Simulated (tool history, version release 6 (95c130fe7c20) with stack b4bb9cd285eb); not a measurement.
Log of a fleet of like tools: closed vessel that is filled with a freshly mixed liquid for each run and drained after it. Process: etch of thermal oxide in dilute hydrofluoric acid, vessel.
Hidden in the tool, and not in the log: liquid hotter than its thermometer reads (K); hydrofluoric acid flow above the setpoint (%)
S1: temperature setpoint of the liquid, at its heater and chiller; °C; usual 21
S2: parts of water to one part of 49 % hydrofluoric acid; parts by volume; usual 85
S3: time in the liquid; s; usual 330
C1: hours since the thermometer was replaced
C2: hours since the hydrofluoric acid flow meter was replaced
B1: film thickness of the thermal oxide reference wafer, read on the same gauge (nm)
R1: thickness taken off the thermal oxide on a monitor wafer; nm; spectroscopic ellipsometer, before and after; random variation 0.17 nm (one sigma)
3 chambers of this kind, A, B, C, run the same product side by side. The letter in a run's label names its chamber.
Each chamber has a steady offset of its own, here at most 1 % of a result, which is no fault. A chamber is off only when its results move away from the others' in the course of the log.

run   hour    S1   S2   S3      C1      C2      B1      R1
 1C    2.2    21   85  330  1511.3  1389.1  99.944   17.76
 2B    6.8    21   85  330   857.2   721.8  100.02  17.452
 3A    9.6    21   85  330   852.3    20.6  100.01  17.647
 4A     13    21   85  330   855.7      24  100.02  17.725
 5B   16.4    21   85  330   866.8   731.4  99.999  17.478
 6C   20.5    21   85  330  1529.6  1407.4  100.02  17.817
 7C   23.3    21   85  330  1532.4  1410.2  99.972   17.55
 8A   25.6    21   85  330   868.3    36.6  100.01  17.482
 9B     28    21   85  330   878.4     743  99.987  18.005
10C   31.8    21   85  330  1540.9  1418.7  100.01  17.572
11A   34.6  18.5   85  485   877.3    45.6  100.01  23.335
12B   38.5  18.5   85  485   888.9   753.5  100.01  23.757
13B   42.3  18.5   85  485   892.7   757.3  100.02   23.23
14A   44.8    21   55  330   887.5    55.8  100.01  28.113
15C   46.8    21   55  330  1555.9  1433.7  100.02  27.738
16A   51.1    21   55  330   893.8    62.1  99.984  27.992
17C   53.1    21   85  330  1562.2    1440  100.01  17.586
18B   56.7    21   85  330   907.1   771.7  99.964  17.658
        61  -- chamber C: thermometer replaced
19B   61.2    25   55  330   911.6   776.2  99.986   33.46
20C     65    25   55  330       4  1451.9  100.01  33.109
21A   67.7    25   55  330   910.4    78.7  100.01  34.024
22C   71.6    21   85  330    10.6  1458.5  100.01  17.653
23B     76    21  110  330   926.4     791  100.01  13.546
24A   78.2    21  110  330   920.9    89.2  99.977  13.945
25B   81.7    21  110  330   932.1   796.7  99.999  13.289
26C   85.9    21   85  330    24.9  1472.8  99.992   17.61
27A   90.1    21   75  490   932.8   101.1     100  31.239
28B   92.2    21   75  490   942.6   807.2  100.02  30.195
29A   96.2    21   75  490   938.9   107.2  100.01  31.761
30C     99    21   85  330      38  1485.9  99.984  17.718
31B  101.9    21   85  330   952.3   816.9  99.991  17.882
32A  104.2    21   85  330   946.9   115.2  99.993  18.787
33C  106.7    21   85  330    45.7  1493.6  100.03  17.667
34A  111.1    21   85  330   953.8   122.1  100.03  18.469

Is one chamber off against the others, does the gauge drift, or is nothing wrong? If a chamber is off, say which, and what the likeliest cause is.

Chamber A drifts away from the others.
Cause: liquid hotter than its thermometer reads (K) = 1.62.
The log may not tell that from: hydrofluoric acid flow above the setpoint (%).

Here are 4 candidates for chamber A's next run, each the usual settings with a change, their results left as question marks. Which one brings its results back in line with what the others give on the usual settings?
In line means no further than this from the other chambers' mean on the usual settings: R1 0.6 nm
35A-1  114.3  21  90  330               ?
35A-2  114.3  21  80  330               ?
35A-3  114.3  21  80  355               ?
35A-4  114.3  21  95  330               ?

The other chambers' mean on the usual settings: R1 17.696 nm
  run      R1
35A-1  17.735
35A-2   20.18
35A-3  21.709
35A-4  16.707
35A-1 brings the chamber back in line.
